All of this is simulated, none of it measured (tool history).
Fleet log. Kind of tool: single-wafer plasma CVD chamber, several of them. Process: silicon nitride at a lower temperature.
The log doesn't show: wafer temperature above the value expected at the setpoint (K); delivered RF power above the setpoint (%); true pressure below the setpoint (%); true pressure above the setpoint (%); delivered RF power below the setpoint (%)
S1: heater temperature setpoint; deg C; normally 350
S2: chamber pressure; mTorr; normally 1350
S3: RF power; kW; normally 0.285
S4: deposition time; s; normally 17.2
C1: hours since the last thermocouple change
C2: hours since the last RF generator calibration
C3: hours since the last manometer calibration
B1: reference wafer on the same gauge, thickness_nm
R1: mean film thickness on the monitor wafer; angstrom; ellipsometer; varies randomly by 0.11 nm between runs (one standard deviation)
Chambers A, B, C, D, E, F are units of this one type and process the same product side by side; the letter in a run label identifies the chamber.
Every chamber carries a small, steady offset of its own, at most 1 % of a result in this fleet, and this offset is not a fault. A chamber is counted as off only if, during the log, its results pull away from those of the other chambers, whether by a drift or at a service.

| run | day | S1 | S2 | S3 | S4 | C1 | C2 | C3 | B1 | R1 |
|---|---|---|---|---|---|---|---|---|---|---|
| 1C | 0.371 | 350 | 1350 | 0.285 | 17.2 | 313.7 | 532.1 | 1492.8 | 15.195 | 185.43 |
| 2F | 0.662 | 350 | 1350 | 0.285 | 17.2 | 580.3 | 848.8 | 2008.9 | 15.193 | 185.23 |
| 3B | 1.175 | 350 | 1350 | 0.285 | 17.2 | 393.3 | 1147.4 | 874.3 | 15.226 | 188.22 |
|  | 1.554 | chamber E: thermocouple changed; heater temperature recalibrated |
| 4E | 1.625 | 350 | 1350 | 0.285 | 17.2 | 1.7 | 1484.8 | 1721.5 | 15.191 | 184.85 |
| 5A | 1.912 | 350 | 1350 | 0.285 | 17.2 | 297.9 | 98.8 | 520.4 | 15.199 | 185.16 |
| 6D | 2.229 | 350 | 1350 | 0.285 | 17.2 | 2724.1 | 714 | 2006.2 | 15.203 | 186.15 |
| 7D | 2.879 | 350 | 1120 | 0.285 | 17.2 | 2739.7 | 729.6 | 2021.8 | 15.213 | 173.98 |
| 8C | 3.338 | 350 | 1120 | 0.285 | 17.2 | 384.9 | 603.3 | 1564 | 15.191 | 176.5 |
| 9E | 3.921 | 350 | 1120 | 0.285 | 17.2 | 56.8 | 1539.9 | 1776.6 | 15.188 | 178.27 |
| 10A | 4.562 | 350 | 1120 | 0.285 | 17.2 | 361.5 | 162.4 | 584 | 15.218 | 178.28 |
| 11F | 4.917 | 350 | 1120 | 0.285 | 17.2 | 682.4 | 950.9 | 2111 | 15.222 | 176.12 |
| 12B | 5.504 | 350 | 1120 | 0.285 | 17.2 | 497.2 | 1251.3 | 978.2 | 15.199 | 177.56 |
|  | 5.575 | chamber F: capacitance manometer re-zeroed and calibrated |
| 13A | 6.025 | 350 | 1350 | 0.285 | 17.2 | 396.6 | 197.5 | 619.1 | 15.184 | 186.99 |
| 14F | 6.654 | 350 | 1350 | 0.285 | 17.2 | 724.1 | 992.6 | 25.9 | 15.185 | 188.47 |
|  | 6.75 | chamber D: thermocouple changed; heater temperature recalibrated |
| 15D | 7.079 | 350 | 1350 | 0.285 | 17.2 | 8 | 830.4 | 2122.6 | 15.187 | 185.62 |
| 16C | 7.712 | 350 | 1350 | 0.285 | 17.2 | 489.9 | 708.3 | 1669 | 15.216 | 185.7 |
| 17B | 8.308 | 356 | 1350 | 0.25 | 17.2 | 564.5 | 1318.6 | 1045.5 | 15.198 | 169.27 |
| 18E | 8.679 | 356 | 1350 | 0.25 | 17.2 | 171 | 1654.1 | 1890.8 | 15.211 | 170.56 |
| 19C | 9.296 | 356 | 1350 | 0.25 | 17.2 | 527.9 | 746.3 | 1707 | 15.216 | 169.07 |
| 20F | 9.592 | 356 | 1350 | 0.25 | 17.2 | 794.6 | 1063.1 | 96.4 | 15.215 | 169.59 |
|  | 10.008 | chamber B: RF generator calibrated |
| 21B | 10.192 | 356 | 1350 | 0.25 | 17.2 | 609.7 | 4.4 | 1090.7 | 15.209 | 171.94 |
| 22E | 10.804 | 356 | 1350 | 0.25 | 17.2 | 222 | 1705.1 | 1941.8 | 15.202 | 170.02 |
|  | 10.867 | chamber D: capacitance manometer re-zeroed and calibrated |
| 23A | 11.3 | 350 | 1350 | 0.285 | 17.2 | 523.2 | 324.1 | 745.7 | 15.203 | 187.05 |
| 24D | 11.792 | 350 | 1350 | 0.285 | 17.2 | 121.1 | 943.5 | 22.3 | 15.237 | 186.4 |
| 25E | 12.15 | 350 | 1350 | 0.285 | 17.2 | 254.3 | 1737.4 | 1974.1 | 15.197 | 188.71 |
| 26D | 12.608 | 350 | 1350 | 0.285 | 17.2 | 140.7 | 963.1 | 41.9 | 15.199 | 184.21 |
| 27C | 12.996 | 350 | 1350 | 0.285 | 17.2 | 616.7 | 835.1 | 1795.8 | 15.182 | 185.76 |
| 28B | 13.512 | 350 | 1230 | 0.255 | 17.2 | 689.4 | 84.1 | 1170.4 | 15.201 | 169.8 |
| 29A | 13.9 | 350 | 1230 | 0.255 | 17.2 | 585.6 | 386.5 | 808.1 | 15.19 | 165.8 |
| 30F | 14.458 | 350 | 1230 | 0.255 | 17.2 | 911.4 | 1179.9 | 213.2 | 15.219 | 161.95 |
| 31C | 15.046 | 350 | 1230 | 0.255 | 17.2 | 665.9 | 884.3 | 1845 | 15.215 | 168.06 |
| 32B | 15.483 | 350 | 1230 | 0.255 | 17.2 | 736.7 | 131.4 | 1217.7 | 15.222 | 169.01 |
| 33A | 15.804 | 350 | 1230 | 0.255 | 17.2 | 631.3 | 432.2 | 853.8 | 15.216 | 166.93 |
| 34E | 16.179 | 350 | 1350 | 0.285 | 17.2 | 351 | 1834.1 | 2070.8 | 15.208 | 185.76 |
| 35D | 16.758 | 350 | 1350 | 0.285 | 17.2 | 240.3 | 1062.7 | 141.5 | 15.195 | 185.03 |
| 36F | 17.117 | 350 | 1350 | 0.285 | 17.2 | 975.2 | 1243.7 | 277 | 15.211 | 179.05 |
| 37C | 17.5 | 350 | 1350 | 0.285 | 17.2 | 724.8 | 943.2 | 1903.9 | 15.194 | 186.5 |
| 38E | 17.954 | 350 | 1350 | 0.285 | 17.2 | 393.6 | 1876.7 | 2113.4 | 15.187 | 186.17 |
| 39F | 18.25 | 350 | 1350 | 0.285 | 17.2 | 1002.4 | 1270.9 | 304.2 | 15.197 | 177.61 |
| 40B | 18.65 | 350 | 1350 | 0.285 | 17.2 | 812.7 | 207.4 | 1293.7 | 15.207 | 188.51 |
| 41D | 18.942 | 350 | 1350 | 0.285 | 17.2 | 292.7 | 1115.1 | 193.9 | 15.201 | 187.02 |
| 42A | 19.296 | 350 | 1350 | 0.285 | 17.2 | 715.1 | 516 | 937.6 | 15.212 | 186.43 |
| 43E | 19.767 | 350 | 1350 | 0.285 | 17.2 | 437.1 | 1920.2 | 2156.9 | 15.21 | 187.58 |
| 44A | 20.321 | 350 | 1350 | 0.285 | 17.2 | 739.7 | 540.6 | 962.2 | 15.184 | 185.93 |

One chamber off, gauge drift, or nothing amiss beyond the chambers' own small offsets? If it is a chamber, which one, and what is the likeliest cause?

Chamber F drifts away from the others.
What lies behind it: delivered RF power below the setpoint (%) = 8.09.

Here are 4 candidates for chamber F's next run, each the usual settings with a change, their results left as question marks. Which one brings its results back in line with what the others give on the usual settings?
Maximum distance from the other chambers' mean on the usual settings for a result to count as in line: R1 3.8 angstrom
| 45F-1 | 20.792 | 350 | 1610 | 0.285 | 17.2 |  |  |  |  | ? |
| 45F-2 | 20.792 | 350 | 1320 | 0.285 | 16.3 |  |  |  |  | ? |
| 45F-3 | 20.792 | 350 | 1360 | 0.285 | 17.4 |  |  |  |  | ? |
| 45F-4 | 20.792 | 350 | 1350 | 0.285 | 16.9 |  |  |  |  | ? |

The other chambers' mean on the usual settings: R1 186.4 angstrom
| run | R1 |
|---|---|
| 45F-1 | 185.27 |
| 45F-2 | 165.77 |
| 45F-3 | 178.52 |
| 45F-4 | 173.02 |
Change 45F-1 lands the chamber within the allowed miss of the other chambers.
